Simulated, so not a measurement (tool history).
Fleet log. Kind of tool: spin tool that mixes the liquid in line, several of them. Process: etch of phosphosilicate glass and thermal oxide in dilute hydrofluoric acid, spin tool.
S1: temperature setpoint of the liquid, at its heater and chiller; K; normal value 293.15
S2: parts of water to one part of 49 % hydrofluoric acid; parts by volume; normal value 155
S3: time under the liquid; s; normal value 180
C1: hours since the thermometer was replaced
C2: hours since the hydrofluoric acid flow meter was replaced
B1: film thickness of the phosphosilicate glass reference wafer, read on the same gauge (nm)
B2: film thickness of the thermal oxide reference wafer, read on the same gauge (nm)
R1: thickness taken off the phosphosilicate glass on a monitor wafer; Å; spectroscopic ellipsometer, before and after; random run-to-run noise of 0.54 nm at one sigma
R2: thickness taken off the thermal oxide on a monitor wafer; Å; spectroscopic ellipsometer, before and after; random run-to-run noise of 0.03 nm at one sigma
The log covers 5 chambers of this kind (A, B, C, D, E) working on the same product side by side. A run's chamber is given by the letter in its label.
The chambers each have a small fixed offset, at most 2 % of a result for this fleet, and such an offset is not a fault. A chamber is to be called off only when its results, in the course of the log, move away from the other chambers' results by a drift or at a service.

run	hour	S1	S2	S3	C1	C2	B1	B2	R1	R2
1D	12.3	293.15	155	180	2012.5	271.5	140	150	569.95	44.825
2A	20.1	293.15	155	180	764.8	864.2	140.01	150.03	556.27	42.965
# hour 30: chamber E: thermometer replaced
3E	33.7	293.15	155	180	3.8	175.5	139.99	150.01	571.95	43.414
# hour 43: chamber B: thermometer replaced
4C	43.1	293.15	155	180	1845	585	140.01	149.99	560.46	43.596
5B	56.6	291.65	105	180	13.7	1635.5	140.02	150	791.2	62.789
6B	69.4	291.65	105	180	26.5	1648.3	139.99	149.99	797.68	62.822
7E	84.1	291.65	105	180	54.2	225.9	140.02	149.99	806.15	62.484
8C	97.7	291.65	105	180	1899.6	639.6	140.01	149.97	824.96	64.138
9D	104.8	291.65	105	180	2105	364	140.01	150	821.04	65.243
10A	121	293.15	155	180	865.7	965.1	139.97	150.02	553.51	43.527
11C	134.7	293.15	155	180	1936.6	676.6	139.99	150.02	572.35	43.602
12A	144.5	293.15	155	180	889.2	988.6	140.01	150	558.39	43.157
13B	152.3	293.15	155	180	109.4	1731.2	139.99	150	562.3	42.939
14D	165.1	293.15	155	180	2165.3	424.3	139.99	150.01	553.53	43.738
15E	177.8	293.15	155	180	147.9	319.6	139.98	150	564.7	43.441
16B	190.8	293.15	155	180	147.9	1769.7	140	150.01	553.32	42.555
17E	201.5	293.15	155	180	171.6	343.3	140.01	149.97	566.72	43.087
18A	216.7	293.15	155	180	961.4	1060.8	140	150.01	559.86	43.273
19D	231.7	293.15	155	180	2231.9	490.9	140.01	150	559.97	44.09
20C	244.8	293.15	155	180	2046.7	786.7	139.98	149.98	551.48	42.465
21E	255.7	293.15	155	180	225.8	397.5	139.99	150	561.13	42.853
22D	263.3	293.15	200	275	2263.5	522.5	140	149.99	635.65	50.648
23B	271.9	293.15	200	275	229	1850.8	140.02	150.01	636.48	48.975
24C	282.6	293.15	200	275	2084.5	824.5	140.01	150.01	605.37	48.086
25A	289.9	293.15	200	275	1034.6	1134	140.02	149.98	629.13	49.084
26A	300.5	293.15	200	275	1045.2	1144.6	140.01	149.97	624.63	48.966
27C	312.5	294.65	155	120	2114.4	854.4	140	149.99	379.23	29.515
28E	325.8	294.65	155	120	295.9	467.6	139.98	150	389.49	30.607
29B	333.3	294.65	155	120	290.4	1912.2	140.01	150	389.88	30.472
30D	345.9	294.65	155	120	2346.1	605.1	139.99	150.01	403.9	31.581
31B	355.3	294.65	155	120	312.4	1934.2	139.99	150.01	394.06	30.465
32C	362.8	293.15	155	180	2164.7	904.7	140.01	150	534.8	41.285
33A	372.7	293.15	155	180	1117.4	1216.8	139.99	150.01	560.91	43.493
34E	384.3	293.15	155	180	354.4	526.1	140.02	150.01	566.42	42.863
35D	397.1	293.15	155	180	2397.3	656.3	140	150.01	564.68	44.984
36E	412.4	293.15	110	180	382.5	554.2	140.01	149.99	830.45	62.706
37D	421.6	293.15	110	180	2421.8	680.8	139.99	149.97	832.71	64.848
38B	433.3	293.15	110	180	390.4	2012.2	140	150.02	807.43	63.232
39A	446.3	293.15	110	180	1191	1290.4	139.99	149.98	826.93	62.988
40C	457.6	293.15	110	180	2259.5	999.5	140.01	150	788.15	59.515
41D	470.9	293.15	155	180	2471.1	730.1	139.99	150.02	563.7	44.141
42E	483.2	293.15	155	180	453.3	625	140	149.99	554.46	42.499

One chamber off, gauge drift, or nothing amiss beyond the chambers' own small offsets? If it is a chamber, which one, and what is the likeliest cause?

Little by little, chamber C moves away from the other chambers.
What lies behind it: hydrofluoric acid flow below the setpoint (%) = 7.89.
With only this log, it may be confused with: liquid colder than its thermometer reads (K).

Below are 4 candidate recipes for chamber C's next run, each the usual settings with a change, their results shown as question marks. Which of them brings C's results back in line with what the other chambers give on the usual settings?
A result is in line if it is within this distance of the other chambers' mean on the usual settings: R1 19 Å; R2 1 Å
43C-1	495	293.15	160	170					?	?
43C-2	495	293.15	155	185					?	?
43C-3	495	293.15	155	175					?	?
43C-4	495	293.15	150	190					?	?

Usual-settings mean across the other chambers: R1 558.49 Å; R2 43.433 Å
run	R1	R2
43C-1	466.15	35.868
43C-2	526.77	40.532
43C-3	498.29	38.341
43C-4	562.45	43.278
It is 43C-4 that realigns the chamber with its peers.
